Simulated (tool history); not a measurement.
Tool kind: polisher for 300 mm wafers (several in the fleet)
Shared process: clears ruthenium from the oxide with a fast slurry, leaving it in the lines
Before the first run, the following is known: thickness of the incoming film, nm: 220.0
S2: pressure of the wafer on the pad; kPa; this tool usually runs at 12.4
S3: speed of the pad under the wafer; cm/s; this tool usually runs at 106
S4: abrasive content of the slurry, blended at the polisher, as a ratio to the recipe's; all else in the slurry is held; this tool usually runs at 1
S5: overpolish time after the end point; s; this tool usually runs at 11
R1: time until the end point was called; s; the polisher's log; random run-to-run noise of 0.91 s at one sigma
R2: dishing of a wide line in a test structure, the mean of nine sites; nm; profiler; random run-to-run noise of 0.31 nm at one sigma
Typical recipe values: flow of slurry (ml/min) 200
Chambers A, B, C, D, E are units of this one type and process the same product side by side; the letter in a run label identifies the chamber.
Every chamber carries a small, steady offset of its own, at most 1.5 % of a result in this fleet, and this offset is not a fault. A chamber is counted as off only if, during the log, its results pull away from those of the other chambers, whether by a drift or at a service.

{"day": 0.217, "done": "chamber C: worn pad replaced by a new one"}
{"day": 0.35, "done": "chamber A: head pressure recalibrated"}
{"run": "1B", "day": 0.446, "flow of slurry (ml/min)": 200, "S2": 12.4, "S3": 106, "S4": 1, "S5": 11, "R1": 78.702, "R2": 23.563}
{"day": 0.504, "done": "chamber B: slurry blender recalibrated"}
{"day": 0.604, "done": "chamber D: slurry blender recalibrated"}
{"run": "2E", "day": 0.8, "flow of slurry (ml/min)": 200, "S2": 12.4, "S3": 106, "S4": 1, "S5": 11, "R1": 77.784, "R2": 23.819}
{"run": "3A", "day": 1.112, "flow of slurry (ml/min)": 200, "S2": 12.4, "S3": 106, "S4": 1, "S5": 11, "R1": 76.799, "R2": 24.081}
{"run": "4C", "day": 1.371, "flow of slurry (ml/min)": 200, "S2": 12.4, "S3": 106, "S4": 1, "S5": 11, "R1": 79.867, "R2": 23.641}
{"run": "5D", "day": 1.696, "flow of slurry (ml/min)": 240, "S2": 12.4, "S3": 82, "S4": 1, "S5": 11, "R1": 100.91, "R2": 19.33}
{"day": 1.733, "done": "chamber D: slurry nozzle cleaned"}
{"day": 2.004, "done": "chamber E: head pressure recalibrated"}
{"run": "6B", "day": 2.088, "flow of slurry (ml/min)": 240, "S2": 12.4, "S3": 82, "S4": 1, "S5": 11, "R1": 98.714, "R2": 19.327}
{"day": 2.208, "done": "chamber E: worn pad replaced by a new one"}
{"day": 2.392, "done": "chamber B: worn pad replaced by a new one"}
{"run": "7A", "day": 2.508, "flow of slurry (ml/min)": 240, "S2": 12.4, "S3": 82, "S4": 1, "S5": 11, "R1": 96.896, "R2": 19.149}
{"day": 2.662, "done": "chamber A: slurry nozzle cleaned"}
{"day": 2.696, "done": "chamber A: slurry blender recalibrated"}
{"run": "8D", "day": 2.758, "flow of slurry (ml/min)": 240, "S2": 12.4, "S3": 82, "S4": 1, "S5": 11, "R1": 101.27, "R2": 19.089}
{"day": 3.096, "done": "chamber A: worn pad replaced by a new one"}
{"run": "9E", "day": 3.204, "flow of slurry (ml/min)": 240, "S2": 12.4, "S3": 82, "S4": 1, "S5": 11, "R1": 98.607, "R2": 19.778}
{"day": 3.667, "done": "chamber D: worn pad replaced by a new one"}
{"run": "10C", "day": 3.704, "flow of slurry (ml/min)": 200, "S2": 12.4, "S3": 106, "S4": 1, "S5": 11, "R1": 78.225, "R2": 23.805}
{"run": "11E", "day": 4.046, "flow of slurry (ml/min)": 200, "S2": 12.4, "S3": 106, "S4": 1, "S5": 11, "R1": 78.068, "R2": 24.082}
{"day": 4.175, "done": "chamber E: slurry nozzle cleaned"}
{"run": "12C", "day": 4.3, "flow of slurry (ml/min)": 200, "S2": 12.4, "S3": 106, "S4": 1, "S5": 11, "R1": 79.882, "R2": 24.038}
{"day": 4.604, "done": "chamber C: head pressure recalibrated"}
{"day": 4.675, "done": "chamber B: slurry blender recalibrated"}
{"run": "13A", "day": 4.788, "flow of slurry (ml/min)": 200, "S2": 12.4, "S3": 106, "S4": 1, "S5": 11, "R1": 77.024, "R2": 24.282}
{"run": "14D", "day": 5.317, "flow of slurry (ml/min)": 200, "S2": 12.4, "S3": 106, "S4": 1, "S5": 11, "R1": 79.044, "R2": 23.518}
{"day": 5.475, "done": "chamber D: slurry blender recalibrated"}
{"run": "15B", "day": 5.604, "flow of slurry (ml/min)": 200, "S2": 12.4, "S3": 106, "S4": 1, "S5": 11, "R1": 77.539, "R2": 23.391}
{"day": 5.675, "done": "chamber B: worn pad replaced by a new one"}
{"day": 5.896, "done": "chamber A: worn pad replaced by a new one"}
{"run": "16B", "day": 6.083, "flow of slurry (ml/min)": 200, "S2": 12.4, "S3": 106, "S4": 1, "S5": 11, "R1": 78.858, "R2": 23.815}
{"day": 6.354, "done": "chamber C: worn pad replaced by a new one"}
{"run": "17A", "day": 6.571, "flow of slurry (ml/min)": 200, "S2": 11, "S3": 106, "S4": 0.85, "S5": 11, "R1": 95.289, "R2": 19.765}
{"run": "18C", "day": 7.121, "flow of slurry (ml/min)": 200, "S2": 11, "S3": 106, "S4": 0.85, "S5": 11, "R1": 96.52, "R2": 20.324}
{"day": 7.262, "done": "chamber E: worn pad replaced by a new one"}
{"run": "19D", "day": 7.425, "flow of slurry (ml/min)": 200, "S2": 11, "S3": 106, "S4": 0.85, "S5": 11, "R1": 97.59, "R2": 20.136}
{"run": "20E", "day": 7.975, "flow of slurry (ml/min)": 200, "S2": 11, "S3": 106, "S4": 0.85, "S5": 11, "R1": 94.365, "R2": 20.402}
{"day": 8.071, "done": "chamber B: head pressure recalibrated"}
{"run": "21C", "day": 8.25, "flow of slurry (ml/min)": 200, "S2": 11, "S3": 106, "S4": 0.85, "S5": 11, "R1": 95.719, "R2": 20.103}
{"day": 8.471, "done": "chamber B: worn pad replaced by a new one"}
{"run": "22D", "day": 8.558, "flow of slurry (ml/min)": 200, "S2": 12.4, "S3": 106, "S4": 1, "S5": 11, "R1": 78.994, "R2": 23.744}
{"day": 8.704, "done": "chamber A: worn pad replaced by a new one"}
{"run": "23E", "day": 8.862, "flow of slurry (ml/min)": 200, "S2": 12.4, "S3": 106, "S4": 1, "S5": 11, "R1": 77.647, "R2": 23.546}
{"run": "24B", "day": 9.138, "flow of slurry (ml/min)": 200, "S2": 12.4, "S3": 106, "S4": 1, "S5": 11, "R1": 77.042, "R2": 24.368}
{"run": "25A", "day": 9.533, "flow of slurry (ml/min)": 200, "S2": 12.4, "S3": 106, "S4": 1, "S5": 11, "R1": 76.519, "R2": 23.833}
{"day": 9.767, "done": "chamber D: slurry blender recalibrated"}
{"day": 9.775, "done": "chamber B: slurry blender recalibrated"}
{"run": "26D", "day": 10.033, "flow of slurry (ml/min)": 200, "S2": 12.4, "S3": 106, "S4": 1, "S5": 11, "R1": 77.692, "R2": 23.924}
{"day": 10.2, "done": "chamber A: slurry blender recalibrated"}
{"day": 10.258, "done": "chamber C: slurry nozzle cleaned"}
{"run": "27C", "day": 10.346, "flow of slurry (ml/min)": 200, "S2": 12.4, "S3": 106, "S4": 0.85, "S5": 11, "R1": 84.865, "R2": 22.641}
{"day": 10.679, "done": "chamber D: slurry nozzle cleaned"}
{"run": "28B", "day": 10.829, "flow of slurry (ml/min)": 200, "S2": 12.4, "S3": 106, "S4": 0.85, "S5": 11, "R1": 84.025, "R2": 21.76}
{"day": 10.942, "done": "chamber D: worn pad replaced by a new one"}
{"run": "29E", "day": 11.071, "flow of slurry (ml/min)": 200, "S2": 12.4, "S3": 106, "S4": 0.85, "S5": 11, "R1": 86.729, "R2": 21.696}
{"day": 11.488, "done": "chamber B: worn pad replaced by a new one"}
{"run": "30A", "day": 11.496, "flow of slurry (ml/min)": 200, "S2": 12.4, "S3": 106, "S4": 0.85, "S5": 11, "R1": 83.882, "R2": 22.045}
{"day": 11.667, "done": "chamber A: worn pad replaced by a new one"}
{"day": 11.758, "done": "chamber E: worn pad replaced by a new one"}
{"run": "31D", "day": 12.012, "flow of slurry (ml/min)": 200, "S2": 12.4, "S3": 106, "S4": 0.85, "S5": 11, "R1": 85.419, "R2": 22.093}
{"run": "32A", "day": 12.4, "flow of slurry (ml/min)": 200, "S2": 12.4, "S3": 106, "S4": 1, "S5": 11, "R1": 77.976, "R2": 23.723}
{"day": 12.575, "done": "chamber A: slurry nozzle cleaned"}
{"day": 12.833, "done": "chamber B: slurry nozzle cleaned"}
{"run": "33E", "day": 12.942, "flow of slurry (ml/min)": 200, "S2": 12.4, "S3": 106, "S4": 1, "S5": 11, "R1": 78.15, "R2": 23.855}
{"run": "34C", "day": 13.242, "flow of slurry (ml/min)": 200, "S2": 12.4, "S3": 106, "S4": 1, "S5": 11, "R1": 79.913, "R2": 23.795}
{"run": "35B", "day": 13.525, "flow of slurry (ml/min)": 200, "S2": 12.4, "S3": 106, "S4": 1, "S5": 11, "R1": 76.143, "R2": 23.693}
{"day": 13.575, "done": "chamber C: worn pad replaced by a new one"}
{"run": "36C", "day": 13.975, "flow of slurry (ml/min)": 200, "S2": 12.4, "S3": 106, "S4": 1, "S5": 11, "R1": 79.819, "R2": 23.708}
{"run": "37A", "day": 14.417, "flow of slurry (ml/min)": 200, "S2": 12.4, "S3": 106, "S4": 1, "S5": 11, "R1": 77.872, "R2": 23.75}
{"day": 14.521, "done": "chamber D: head pressure recalibrated"}
{"day": 14.646, "done": "chamber B: slurry blender recalibrated"}
{"day": 14.675, "done": "chamber D: slurry blender recalibrated"}
{"day": 14.738, "done": "chamber B: worn pad replaced by a new one"}
{"run": "38B", "day": 14.842, "flow of slurry (ml/min)": 200, "S2": 12.4, "S3": 106, "S4": 1, "S5": 11, "R1": 77.482, "R2": 23.757}
{"run": "39D", "day": 15.296, "flow of slurry (ml/min)": 200, "S2": 12.4, "S3": 106, "S4": 1, "S5": 11, "R1": 79.479, "R2": 23.374}
{"run": "40E", "day": 15.604, "flow of slurry (ml/min)": 200, "S2": 12.4, "S3": 106, "S4": 1, "S5": 11, "R1": 78.958, "R2": 23.523}
{"run": "41D", "day": 16.117, "flow of slurry (ml/min)": 200, "S2": 12.4, "S3": 106, "S4": 1, "S5": 13, "R1": 79.845, "R2": 27.514}

Has any chamber moved away from the others, gradually or after a service, or does the common gauge drift, or do the chambers differ only by their own small steady offsets? State the chamber and the most likely cause if one applies.

No chamber stands off beyond its own small offset, and the gauge holds steady.
